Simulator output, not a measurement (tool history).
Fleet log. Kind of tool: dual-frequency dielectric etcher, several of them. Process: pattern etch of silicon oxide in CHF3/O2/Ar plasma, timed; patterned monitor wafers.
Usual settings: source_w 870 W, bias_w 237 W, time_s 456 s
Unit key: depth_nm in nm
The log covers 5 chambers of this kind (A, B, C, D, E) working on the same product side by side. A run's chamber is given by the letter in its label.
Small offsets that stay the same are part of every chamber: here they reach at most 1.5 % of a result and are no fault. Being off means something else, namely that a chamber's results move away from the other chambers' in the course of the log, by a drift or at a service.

run	hour	source_w	bias_w	time_s	hours since the last wet clean	hours since the last source power generator calibration	hours since the last bias power generator calibration	read-back reference wafer on the same gauge, depth_nm	depth_nm
1B	7.4	870	237	456	73	2077.6	2442.1	979.86	1150.7
2D	11.3	870	237	456	262.2	4092.2	1368.6	979.95	1136.5
3C	19.1	870	237	456	167.9	4707.3	208.6	979.58	1150.2
4E	26.2	870	237	456	161.6	2992.2	1296.6	980.02	1144.9
# hour 28.3: chamber D: bias power generator calibrated
5A	32	870	237	456	523.8	2338.3	570.1	980.08	1127.7
6E	36.6	870	237	456	172	3002.6	1307	979.99	1140.8
7B	41.2	870	237	456	106.8	2111.4	2475.9	979.76	1153.6
8C	48.3	870	237	456	197.1	4736.5	237.8	979.88	1145.7
9D	56.6	870	217	456	307.5	4137.5	28.4	979.82	1108.4
10A	60.4	870	217	456	552.2	2366.7	598.5	979.83	1096.4
11B	68.8	870	217	456	134.4	2139	2503.5	979.83	1115.3
12E	75.1	870	217	456	210.5	3041.1	1345.5	980.67	1107.9
13A	82.1	870	217	456	573.9	2388.4	620.2	980.2	1094
14C	87.9	870	237	456	236.7	4776.1	277.4	980.18	1148.7
15D	92.4	870	237	456	343.3	4173.3	64.2	979.78	1136.9
16E	98.4	870	237	456	233.8	3064.4	1368.8	979.87	1142.4
17B	103.9	870	237	456	169.5	2174.1	2538.6	980	1148.8
# hour 106.1: chamber A: wet clean of the chamber
18D	109.3	870	237	456	360.2	4190.2	81.1	980.11	1139.2
# hour 110.6: chamber C: source power generator calibrated
19C	116.3	870	237	456	265.1	5.8	305.8	980.66	1146
20A	121.3	870	237	456	15.2	2427.6	659.4	980.2	1105.9
21C	125.7	870	237	456	274.5	15.2	315.2	979.75	1148.3
22B	131.8	870	237	456	197.4	2202	2566.5	979.96	1149.9
23E	137.3	870	237	456	272.7	3103.3	1407.7	979.47	1140.9
24D	142.2	870	237	456	393.1	4223.1	114	979.83	1140.3
25A	148.1	870	237	456	42	2454.4	686.2	979.86	1109.4
# hour 151.3: chamber D: wet clean of the chamber
26C	153.2	870	237	456	302	42.7	342.7	979.97	1147
27D	160.6	870	237	456	9.4	4241.5	132.4	980.27	1136.4
28A	167	870	237	456	60.9	2473.3	705.1	980.35	1105.8
29E	174.4	870	237	456	309.8	3140.4	1444.8	979.62	1140.8
30B	179	870	237	456	244.6	2249.2	2613.7	980.3	1146.7
31C	185.6	870	237	456	334.4	75.1	375.1	979.86	1146.5
32E	190.8	870	237	456	326.2	3156.8	1461.2	980.26	1144.7
33B	199	870	237	456	264.6	2269.2	2633.7	979.95	1150.2
34A	205.6	870	237	456	99.5	2511.9	743.7	979.43	1106.3
35D	211.7	870	237	456	60.5	4292.6	183.5	980.22	1135.5

Each of the 5 chambers runs these same settings next. Fill in every chamber's results:
36A	217.7	870	237	456					?
36B	217.7	870	237	456					?
36C	217.7	870	237	456					?
36D	217.7	870	237	456					?
36E	217.7	870	237	456					?

run	depth_nm
36A	1107.1
36B	1151.9
36C	1143.1
36D	1135.9
36E	1145.9
